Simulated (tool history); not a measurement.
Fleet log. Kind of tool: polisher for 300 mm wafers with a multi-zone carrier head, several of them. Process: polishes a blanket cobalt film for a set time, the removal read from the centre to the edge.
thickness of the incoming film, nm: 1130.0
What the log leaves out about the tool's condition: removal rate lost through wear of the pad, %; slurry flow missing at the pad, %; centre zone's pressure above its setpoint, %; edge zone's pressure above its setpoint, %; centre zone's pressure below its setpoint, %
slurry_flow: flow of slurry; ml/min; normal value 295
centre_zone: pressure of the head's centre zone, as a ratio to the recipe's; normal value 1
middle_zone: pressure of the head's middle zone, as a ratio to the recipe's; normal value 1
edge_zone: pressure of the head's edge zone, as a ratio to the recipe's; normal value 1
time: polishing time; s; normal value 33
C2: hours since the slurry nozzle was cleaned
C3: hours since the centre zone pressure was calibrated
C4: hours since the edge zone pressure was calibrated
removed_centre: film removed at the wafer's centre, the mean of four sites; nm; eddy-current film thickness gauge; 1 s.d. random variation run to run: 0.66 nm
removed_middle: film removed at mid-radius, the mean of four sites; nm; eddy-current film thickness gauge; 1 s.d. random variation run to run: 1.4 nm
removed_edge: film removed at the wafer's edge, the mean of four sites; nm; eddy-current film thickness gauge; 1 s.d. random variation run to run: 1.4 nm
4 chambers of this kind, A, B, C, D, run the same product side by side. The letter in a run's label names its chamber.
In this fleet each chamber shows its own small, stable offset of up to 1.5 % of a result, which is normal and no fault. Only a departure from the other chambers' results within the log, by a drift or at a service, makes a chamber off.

{"hour": 8.6, "done": "chamber D: slurry nozzle cleaned"}
{"run": "1D", "hour": 8.7, "slurry_flow": 295, "centre_zone": 1, "middle_zone": 1, "edge_zone": 1, "time": 33, "wafers polished on this pad": 457, "C2": 0.2, "C3": 735.4, "C4": 223.1, "removed_centre": 95.717, "removed_middle": 100.36, "removed_edge": 95.701}
{"hour": 13.8, "done": "chamber D: worn pad replaced by a new one"}
{"run": "2A", "hour": 14.0, "slurry_flow": 295, "centre_zone": 1, "middle_zone": 1, "edge_zone": 1, "time": 33, "wafers polished on this pad": 303, "C2": 78.8, "C3": 1365.3, "C4": 261.5, "removed_centre": 95.699, "removed_middle": 95.199, "removed_edge": 96.115}
{"run": "3B", "hour": 21.2, "slurry_flow": 295, "centre_zone": 1, "middle_zone": 1, "edge_zone": 1, "time": 33, "wafers polished on this pad": 813, "C2": 61.8, "C3": 369.9, "C4": 87.6, "removed_centre": 95.494, "removed_middle": 97.777, "removed_edge": 96.463}
{"hour": 24.1, "done": "chamber C: edge zone pressure recalibrated"}
{"hour": 24.1, "done": "chamber B: worn pad replaced by a new one"}
{"run": "4C", "hour": 26.7, "slurry_flow": 295, "centre_zone": 1, "middle_zone": 1, "edge_zone": 1, "time": 33, "wafers polished on this pad": 428, "C2": 142, "C3": 638.4, "C4": 2.6, "removed_centre": 95.018, "removed_middle": 94.3, "removed_edge": 95.29}
{"run": "5B", "hour": 34.8, "slurry_flow": 295, "centre_zone": 1, "middle_zone": 1, "edge_zone": 1, "time": 33, "wafers polished on this pad": 84, "C2": 75.4, "C3": 383.5, "C4": 101.2, "removed_centre": 93.458, "removed_middle": 96.368, "removed_edge": 96.565}
{"run": "6A", "hour": 43.2, "slurry_flow": 295, "centre_zone": 1, "middle_zone": 1, "edge_zone": 1, "time": 33, "wafers polished on this pad": 532, "C2": 108, "C3": 1394.5, "C4": 290.7, "removed_centre": 95.38, "removed_middle": 95.86, "removed_edge": 97.595}
{"run": "7C", "hour": 51.7, "slurry_flow": 295, "centre_zone": 1, "middle_zone": 1, "edge_zone": 1, "time": 33, "wafers polished on this pad": 624, "C2": 167, "C3": 663.4, "C4": 27.6, "removed_centre": 94.652, "removed_middle": 94.763, "removed_edge": 97.781}
{"run": "8D", "hour": 56.6, "slurry_flow": 295, "centre_zone": 1, "middle_zone": 1, "edge_zone": 1, "time": 33, "wafers polished on this pad": 336, "C2": 48.1, "C3": 783.3, "C4": 271, "removed_centre": 96.327, "removed_middle": 97.797, "removed_edge": 96.512}
{"run": "9A", "hour": 62.6, "slurry_flow": 295, "centre_zone": 1, "middle_zone": 1, "edge_zone": 1, "time": 33, "wafers polished on this pad": 684, "C2": 127.4, "C3": 1413.9, "C4": 310.1, "removed_centre": 96.9, "removed_middle": 96.983, "removed_edge": 96.421}
{"run": "10C", "hour": 68.0, "slurry_flow": 295, "centre_zone": 1, "middle_zone": 1, "edge_zone": 1, "time": 33, "wafers polished on this pad": 752, "C2": 183.3, "C3": 679.7, "C4": 43.9, "removed_centre": 95.911, "removed_middle": 94.058, "removed_edge": 96.634}
{"hour": 73.1, "done": "chamber D: worn pad replaced by a new one"}
{"run": "11B", "hour": 75.4, "slurry_flow": 295, "centre_zone": 1, "middle_zone": 1, "edge_zone": 1, "time": 33, "wafers polished on this pad": 402, "C2": 116, "C3": 424.1, "C4": 141.8, "removed_centre": 95.535, "removed_middle": 96.688, "removed_edge": 93.319}
{"hour": 80.7, "done": "chamber A: centre zone pressure recalibrated"}
{"run": "12D", "hour": 83.8, "slurry_flow": 295, "centre_zone": 1, "middle_zone": 1, "edge_zone": 1, "time": 33, "wafers polished on this pad": 84, "C2": 75.3, "C3": 810.5, "C4": 298.2, "removed_centre": 97.084, "removed_middle": 96.795, "removed_edge": 95.619}
{"run": "13A", "hour": 92.5, "slurry_flow": 295, "centre_zone": 1, "middle_zone": 1, "edge_zone": 1, "time": 33, "wafers polished on this pad": 919, "C2": 157.3, "C3": 11.9, "C4": 340, "removed_centre": 95.091, "removed_middle": 95.852, "removed_edge": 96.405}
{"run": "14B", "hour": 99.6, "slurry_flow": 295, "centre_zone": 1, "middle_zone": 1, "edge_zone": 1, "time": 33, "wafers polished on this pad": 592, "C2": 140.2, "C3": 448.3, "C4": 166, "removed_centre": 94.487, "removed_middle": 99.33, "removed_edge": 99.218}
{"run": "15C", "hour": 104.8, "slurry_flow": 295, "centre_zone": 1, "middle_zone": 1, "edge_zone": 1, "time": 33, "wafers polished on this pad": 1040, "C2": 220.1, "C3": 716.5, "C4": 80.7, "removed_centre": 93.087, "removed_middle": 95.07, "removed_edge": 96.51}
{"run": "16D", "hour": 108.9, "slurry_flow": 295, "centre_zone": 1, "middle_zone": 1, "edge_zone": 1, "time": 33, "wafers polished on this pad": 281, "C2": 100.4, "C3": 835.6, "C4": 323.3, "removed_centre": 95.949, "removed_middle": 99.391, "removed_edge": 95.379}
{"run": "17D", "hour": 114.5, "slurry_flow": 295, "centre_zone": 1, "middle_zone": 1, "edge_zone": 1, "time": 33, "wafers polished on this pad": 325, "C2": 106, "C3": 841.2, "C4": 328.9, "removed_centre": 97.078, "removed_middle": 97.265, "removed_edge": 95.795}
{"run": "18B", "hour": 118.8, "slurry_flow": 295, "centre_zone": 1, "middle_zone": 1, "edge_zone": 1, "time": 33, "wafers polished on this pad": 743, "C2": 159.4, "C3": 467.5, "C4": 185.2, "removed_centre": 94.702, "removed_middle": 96.913, "removed_edge": 94.356}
{"run": "19A", "hour": 126.3, "slurry_flow": 295, "centre_zone": 1, "middle_zone": 1, "edge_zone": 1, "time": 33, "wafers polished on this pad": 1184, "C2": 191.1, "C3": 45.7, "C4": 373.8, "removed_centre": 96.475, "removed_middle": 96.196, "removed_edge": 97.978}
{"run": "20C", "hour": 130.6, "slurry_flow": 295, "centre_zone": 1, "middle_zone": 1, "edge_zone": 1, "time": 33, "wafers polished on this pad": 1243, "C2": 245.9, "C3": 742.3, "C4": 106.5, "removed_centre": 92.698, "removed_middle": 94.302, "removed_edge": 93.977}
{"hour": 132.5, "done": "chamber A: worn pad replaced by a new one"}
{"run": "21B", "hour": 138.3, "slurry_flow": 295, "centre_zone": 1, "middle_zone": 1, "edge_zone": 1, "time": 33, "wafers polished on this pad": 896, "C2": 178.9, "C3": 487, "C4": 204.7, "removed_centre": 95.19, "removed_middle": 97.571, "removed_edge": 96.891}
{"run": "22A", "hour": 144.9, "slurry_flow": 295, "centre_zone": 1, "middle_zone": 1, "edge_zone": 1, "time": 33, "wafers polished on this pad": 97, "C2": 209.7, "C3": 64.3, "C4": 392.4, "removed_centre": 95.161, "removed_middle": 95.092, "removed_edge": 96.511}
{"hour": 149.2, "done": "chamber D: worn pad replaced by a new one"}
{"run": "23C", "hour": 152.6, "slurry_flow": 295, "centre_zone": 1, "middle_zone": 1, "edge_zone": 1, "time": 33, "wafers polished on this pad": 1415, "C2": 267.9, "C3": 764.3, "C4": 128.5, "removed_centre": 91.545, "removed_middle": 92.575, "removed_edge": 90.475}
{"hour": 154.3, "done": "chamber B: worn pad replaced by a new one"}
{"run": "24D", "hour": 160.2, "slurry_flow": 295, "centre_zone": 1, "middle_zone": 1, "edge_zone": 1, "time": 33, "wafers polished on this pad": 87, "C2": 151.7, "C3": 886.9, "C4": 374.6, "removed_centre": 96.795, "removed_middle": 96.161, "removed_edge": 97.36}
{"run": "25B", "hour": 164.8, "slurry_flow": 295, "centre_zone": 1, "middle_zone": 1, "edge_zone": 1, "time": 33, "wafers polished on this pad": 82, "C2": 205.4, "C3": 513.5, "C4": 231.2, "removed_centre": 93.875, "removed_middle": 95.909, "removed_edge": 97.414}
{"run": "26C", "hour": 169.6, "slurry_flow": 295, "centre_zone": 1, "middle_zone": 1, "edge_zone": 1, "time": 33, "wafers polished on this pad": 1549, "C2": 284.9, "C3": 781.3, "C4": 145.5, "removed_centre": 90.459, "removed_middle": 93.539, "removed_edge": 91.812}
{"run": "27A", "hour": 178.3, "slurry_flow": 295, "centre_zone": 1, "middle_zone": 1, "edge_zone": 1, "time": 33, "wafers polished on this pad": 359, "C2": 243.1, "C3": 97.7, "C4": 425.8, "removed_centre": 97.144, "removed_middle": 96.951, "removed_edge": 96.258}
{"run": "28D", "hour": 184.6, "slurry_flow": 295, "centre_zone": 1, "middle_zone": 1, "edge_zone": 1, "time": 33, "wafers polished on this pad": 278, "C2": 176.1, "C3": 911.3, "C4": 399, "removed_centre": 97.94, "removed_middle": 96.871, "removed_edge": 98.068}
{"run": "29D", "hour": 191.5, "slurry_flow": 295, "centre_zone": 1, "middle_zone": 1, "edge_zone": 1, "time": 33, "wafers polished on this pad": 332, "C2": 183, "C3": 918.2, "C4": 405.9, "removed_centre": 96.107, "removed_middle": 94.732, "removed_edge": 94.716}
{"run": "30C", "hour": 197.9, "slurry_flow": 295, "centre_zone": 1, "middle_zone": 1, "edge_zone": 1, "time": 33, "wafers polished on this pad": 1771, "C2": 313.2, "C3": 809.6, "C4": 173.8, "removed_centre": 89.909, "removed_middle": 91.111, "removed_edge": 89.703}
{"run": "31A", "hour": 206.1, "slurry_flow": 295, "centre_zone": 1, "middle_zone": 1, "edge_zone": 1, "time": 33, "wafers polished on this pad": 577, "C2": 270.9, "C3": 125.5, "C4": 453.6, "removed_centre": 95.427, "removed_middle": 95.061, "removed_edge": 95.676}
{"run": "32B", "hour": 211.1, "slurry_flow": 295, "centre_zone": 1, "middle_zone": 1, "edge_zone": 1, "time": 33, "wafers polished on this pad": 446, "C2": 251.7, "C3": 559.8, "C4": 277.5, "removed_centre": 93.956, "removed_middle": 94.889, "removed_edge": 95.839}
{"run": "33B", "hour": 217.2, "slurry_flow": 295, "centre_zone": 1, "middle_zone": 1, "edge_zone": 1, "time": 33, "wafers polished on this pad": 494, "C2": 257.8, "C3": 565.9, "C4": 283.6, "removed_centre": 93.359, "removed_middle": 97.303, "removed_edge": 95.373}
{"hour": 221.8, "done": "chamber D: worn pad replaced by a new one"}
{"run": "34A", "hour": 222.5, "slurry_flow": 295, "centre_zone": 1, "middle_zone": 1, "edge_zone": 1, "time": 33, "wafers polished on this pad": 706, "C2": 287.3, "C3": 141.9, "C4": 470, "removed_centre": 96.241, "removed_middle": 95.174, "removed_edge": 98.236}
{"run": "35C", "hour": 227.7, "slurry_flow": 295, "centre_zone": 1, "middle_zone": 1, "edge_zone": 1, "time": 33, "wafers polished on this pad": 2004, "C2": 343, "C3": 839.4, "C4": 203.6, "removed_centre": 88.508, "removed_middle": 91.8, "removed_edge": 89.544}
{"run": "36D", "hour": 234.0, "slurry_flow": 295, "centre_zone": 1, "middle_zone": 1, "edge_zone": 1, "time": 33, "wafers polished on this pad": 95, "C2": 225.5, "C3": 960.7, "C4": 448.4, "removed_centre": 97.204, "removed_middle": 98.8, "removed_edge": 96.361}
{"run": "37A", "hour": 238.6, "slurry_flow": 295, "centre_zone": 1, "middle_zone": 1, "edge_zone": 1, "time": 33, "wafers polished on this pad": 832, "C2": 303.4, "C3": 158, "C4": 486.1, "removed_centre": 96.463, "removed_middle": 95.765, "removed_edge": 94.109}
{"run": "38C", "hour": 247.1, "slurry_flow": 295, "centre_zone": 1, "middle_zone": 1, "edge_zone": 1, "time": 33, "wafers polished on this pad": 2156, "C2": 362.4, "C3": 858.8, "C4": 223, "removed_centre": 88.032, "removed_middle": 90.096, "removed_edge": 91.491}

The same settings go to every chamber for the next run, one line per chamber below. Forecast the results for each:
{"run": "39A", "hour": 253.4, "slurry_flow": 295, "centre_zone": 1, "middle_zone": 1, "edge_zone": 1, "time": 33, "removed_centre": "?", "removed_middle": "?", "removed_edge": "?"}
{"run": "39B", "hour": 253.4, "slurry_flow": 295, "centre_zone": 1, "middle_zone": 1, "edge_zone": 1, "time": 33, "removed_centre": "?", "removed_middle": "?", "removed_edge": "?"}
{"run": "39C", "hour": 253.4, "slurry_flow": 295, "centre_zone": 1, "middle_zone": 1, "edge_zone": 1, "time": 33, "removed_centre": "?", "removed_middle": "?", "removed_edge": "?"}
{"run": "39D", "hour": 253.4, "slurry_flow": 295, "centre_zone": 1, "middle_zone": 1, "edge_zone": 1, "time": 33, "removed_centre": "?", "removed_middle": "?", "removed_edge": "?"}

run=39A removed_centre=97.06 removed_middle=93.115 removed_edge=97.655
run=39B removed_centre=93.442 removed_middle=97.197 removed_edge=94.999
run=39C removed_centre=87.075 removed_middle=90.072 removed_edge=89.245
run=39D removed_centre=97.338 removed_middle=98.324 removed_edge=95.941
